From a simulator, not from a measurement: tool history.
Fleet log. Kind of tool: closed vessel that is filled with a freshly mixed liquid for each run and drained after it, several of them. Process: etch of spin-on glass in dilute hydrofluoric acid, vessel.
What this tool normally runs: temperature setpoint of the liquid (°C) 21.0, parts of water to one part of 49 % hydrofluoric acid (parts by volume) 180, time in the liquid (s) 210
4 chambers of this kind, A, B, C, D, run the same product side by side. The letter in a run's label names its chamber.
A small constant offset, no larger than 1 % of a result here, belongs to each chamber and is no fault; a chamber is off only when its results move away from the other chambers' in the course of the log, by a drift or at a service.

run,hour,temperature setpoint of the liquid (°C),parts of water to one part of 49 % hydrofluoric acid (parts by volume),time in the liquid (s),"read-back film thickness of the spin-on glass reference wafer, read on the same gauge (nm)",thickness taken off the spin-on glass on a monitor wafer (nm)
# hour 0.6: chamber D: thermometer replaced
1A,11.7,21.0,180,210,110.02,27.312
# hour 14.7: chamber B: hydrofluoric acid flow meter replaced
2C,26.0,21.0,180,210,110.00,27.230
3D,33.7,21.0,180,210,110.01,27.486
4B,48.1,21.0,180,210,110.00,27.354
# hour 56.6: chamber A: hydrofluoric acid flow meter replaced
5A,61.0,21.0,125,300,109.99,58.979
6B,68.7,21.0,125,300,110.01,59.660
7D,81.1,21.0,125,300,109.99,58.941
8C,91.8,21.0,125,300,110.00,59.226
9A,104.6,21.0,130,210,109.99,39.858
10C,117.0,21.0,130,210,110.01,39.797
11D,132.1,21.0,130,210,110.00,39.303
12B,141.3,21.0,130,210,110.01,40.013
13A,148.9,21.0,180,210,110.00,27.324
14B,156.8,21.0,180,210,109.99,27.300
15D,164.2,21.0,180,210,110.00,27.202
16C,174.0,21.0,180,210,109.99,27.147
17D,183.6,24.5,180,210,110.00,31.280
18B,198.7,24.5,180,210,110.00,30.936
19C,214.7,24.5,180,210,110.01,31.123
20A,228.3,24.5,180,210,110.01,31.449
21C,236.2,21.0,180,210,110.01,27.288
22D,249.5,21.0,180,210,110.01,27.572
23B,258.5,21.0,180,210,110.02,27.589
# hour 260.8: chamber A: thermometer replaced
24A,268.1,21.0,180,210,110.00,27.678
25B,284.0,21.0,180,210,110.00,27.668
26C,291.3,21.0,180,210,110.01,27.277
27A,302.7,21.0,180,210,109.98,27.674
28D,311.2,21.0,180,210,110.00,27.088
29B,322.6,21.0,180,210,109.98,27.492
30D,330.1,21.0,120,210,110.00,43.959
31C,342.8,21.0,120,210,109.99,43.123

Read the log: is a single chamber off, either drifting away or since a service, is the gauge that measures every chamber drifting, or is nothing wrong beyond small per-chamber offsets? Name any odd chamber and what most likely caused it.

The fleet is healthy, with each chamber sitting at its usual small offset and no drift in the gauge.

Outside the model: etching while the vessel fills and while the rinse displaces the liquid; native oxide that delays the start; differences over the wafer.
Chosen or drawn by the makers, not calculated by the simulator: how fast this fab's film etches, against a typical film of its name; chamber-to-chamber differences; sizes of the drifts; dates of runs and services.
